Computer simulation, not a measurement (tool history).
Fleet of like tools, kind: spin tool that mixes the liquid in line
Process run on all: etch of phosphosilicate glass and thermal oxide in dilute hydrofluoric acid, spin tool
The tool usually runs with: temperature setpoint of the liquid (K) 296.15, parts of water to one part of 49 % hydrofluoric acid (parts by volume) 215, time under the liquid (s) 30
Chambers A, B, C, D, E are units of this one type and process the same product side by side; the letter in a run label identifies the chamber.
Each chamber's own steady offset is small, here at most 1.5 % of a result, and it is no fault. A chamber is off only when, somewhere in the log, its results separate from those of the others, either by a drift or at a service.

| run | hour | temperature setpoint of the liquid (K) | parts of water to one part of 49 % hydrofluoric acid (parts by volume) | time under the liquid (s) | hours since the thermometer was replaced | hours since the hydrofluoric acid flow meter was replaced | read-back film thickness of the phosphosilicate glass reference wafer, read on the same gauge (nm) | read-back film thickness of the thermal oxide reference wafer, read on the same gauge (nm) | thickness taken off the phosphosilicate glass on a monitor wafer (Å) | thickness taken off the thermal oxide on a monitor wafer (Å) |
|---|---|---|---|---|---|---|---|---|---|---|
| 1B | 10.5 | 296.15 | 215 | 30 | 18.6 | 1364.8 | 129.98 | 60.040 | 218.36 | 5.0194 |
| 2C | 17.6 | 296.15 | 215 | 30 | 796.8 | 872.7 | 129.96 | 60.010 | 222.55 | 5.1559 |
| 3E | 30.9 | 296.15 | 215 | 30 | 519.2 | 402.8 | 129.99 | 60.020 | 223.41 | 5.0837 |
| 4A | 39.4 | 296.15 | 215 | 30 | 2449.2 | 237.8 | 130.00 | 59.965 | 221.87 | 5.6933 |
| 5D | 51.5 | 296.15 | 215 | 30 | 435.9 | 432.7 | 130.00 | 59.971 | 222.53 | 5.0628 |
| 6B | 59.6 | 296.15 | 215 | 15 | 67.7 | 1413.9 | 129.99 | 60.023 | 109.49 | 2.4713 |
| 7A | 67.9 | 296.15 | 215 | 15 | 2477.7 | 266.3 | 129.97 | 60.022 | 109.80 | 2.4155 |
| 8C | 78.0 | 296.15 | 215 | 15 | 857.2 | 933.1 | 129.96 | 60.010 | 110.51 | 2.5491 |
| 9D | 85.3 | 296.15 | 215 | 15 | 469.7 | 466.5 | 129.98 | 60.024 | 110.44 | 2.9368 |
| 10E | 100.4 | 296.15 | 215 | 15 | 588.7 | 472.3 | 129.98 | 60.014 | 111.01 | 2.5413 |
| 11C | 111.6 | 296.15 | 215 | 30 | 890.8 | 966.7 | 129.99 | 60.004 | 224.65 | 4.9855 |
|  | 116.9 | chamber B: hydrofluoric acid flow meter replaced |
| 12E | 126.0 | 296.15 | 215 | 30 | 614.3 | 497.9 | 129.99 | 59.999 | 224.42 | 5.2771 |
| 13D | 139.8 | 296.15 | 215 | 30 | 524.2 | 521.0 | 129.98 | 60.024 | 217.04 | 4.9435 |
| 14A | 151.6 | 296.15 | 215 | 30 | 2561.4 | 350.0 | 130.05 | 60.005 | 218.77 | 5.4101 |
|  | 157.1 | chamber A: thermometer replaced |
| 15B | 160.7 | 296.15 | 125 | 30 | 168.8 | 43.9 | 129.99 | 59.997 | 423.75 | 9.7977 |
| 16A | 176.2 | 296.15 | 125 | 30 | 19.1 | 374.6 | 130.04 | 60.017 | 415.25 | 9.9453 |
| 17E | 187.2 | 296.15 | 125 | 30 | 675.5 | 559.1 | 130.01 | 59.969 | 420.44 | 8.4694 |
| 18C | 197.6 | 296.15 | 125 | 30 | 976.8 | 1052.7 | 129.97 | 60.065 | 424.86 | 10.7650 |
|  | 200.7 | chamber C: thermometer replaced |
| 19B | 206.0 | 296.15 | 125 | 30 | 214.1 | 89.2 | 129.99 | 59.996 | 428.92 | 10.6220 |
| 20D | 220.8 | 296.15 | 125 | 30 | 605.2 | 602.0 | 129.99 | 60.009 | 411.53 | 10.0400 |
| 21E | 232.1 | 296.15 | 125 | 30 | 720.4 | 604.0 | 129.98 | 59.979 | 420.28 | 9.9426 |
| 22B | 240.0 | 296.15 | 125 | 30 | 248.1 | 123.2 | 130.01 | 60.066 | 421.56 | 10.2850 |
| 23C | 255.7 | 296.15 | 125 | 30 | 55.0 | 1110.8 | 130.03 | 60.018 | 427.01 | 9.2260 |
| 24A | 270.5 | 296.15 | 125 | 30 | 113.4 | 468.9 | 129.99 | 60.051 | 425.00 | 11.3850 |
| 25D | 279.2 | 296.15 | 215 | 30 | 663.6 | 660.4 | 130.02 | 59.991 | 210.49 | 4.6426 |
|  | 283.8 | chamber A: hydrofluoric acid flow meter replaced |
| 26B | 290.2 | 296.15 | 215 | 30 | 298.3 | 173.4 | 129.98 | 59.967 | 224.42 | 5.6381 |
| 27E | 303.5 | 296.15 | 215 | 30 | 791.8 | 675.4 | 130.01 | 59.980 | 221.40 | 5.0729 |
| 28D | 312.6 | 296.15 | 215 | 30 | 697.0 | 693.8 | 130.00 | 60.006 | 211.29 | 5.3690 |
| 29C | 320.5 | 296.15 | 215 | 30 | 119.8 | 1175.6 | 129.99 | 60.007 | 224.07 | 5.3362 |
| 30A | 329.4 | 296.15 | 215 | 30 | 172.3 | 45.7 | 129.98 | 59.973 | 219.05 | 5.5548 |
| 31D | 343.3 | 296.15 | 215 | 30 | 727.7 | 724.5 | 130.05 | 59.966 | 208.16 | 5.2935 |
| 32B | 350.9 | 296.15 | 215 | 30 | 359.0 | 234.1 | 130.01 | 59.992 | 222.38 | 5.4256 |
| 33A | 363.4 | 296.15 | 215 | 30 | 206.3 | 79.7 | 129.99 | 59.994 | 217.97 | 4.6724 |
| 34C | 379.2 | 296.15 | 215 | 30 | 178.5 | 1234.3 | 130.02 | 60.032 | 224.28 | 5.6225 |

Next, all 5 chambers run the settings below, one line each with question marks for the results. What does each chamber give?
| 35A | 390.4 | 296.15 | 285 | 30 |  |  |  |  | ? | ? |
| 35B | 390.4 | 296.15 | 285 | 30 |  |  |  |  | ? | ? |
| 35C | 390.4 | 296.15 | 285 | 30 |  |  |  |  | ? | ? |
| 35D | 390.4 | 296.15 | 285 | 30 |  |  |  |  | ? | ? |
| 35E | 390.4 | 296.15 | 285 | 30 |  |  |  |  | ? | ? |

| run | thickness taken off the phosphosilicate glass on a monitor wafer (Å) | thickness taken off the thermal oxide on a monitor wafer (Å) |
|---|---|---|
| 35A | 152.94 | 3.8038 |
| 35B | 155.60 | 4.0591 |
| 35C | 155.65 | 3.5893 |
| 35D | 146.40 | 3.3231 |
| 35E | 155.92 | 3.6151 |
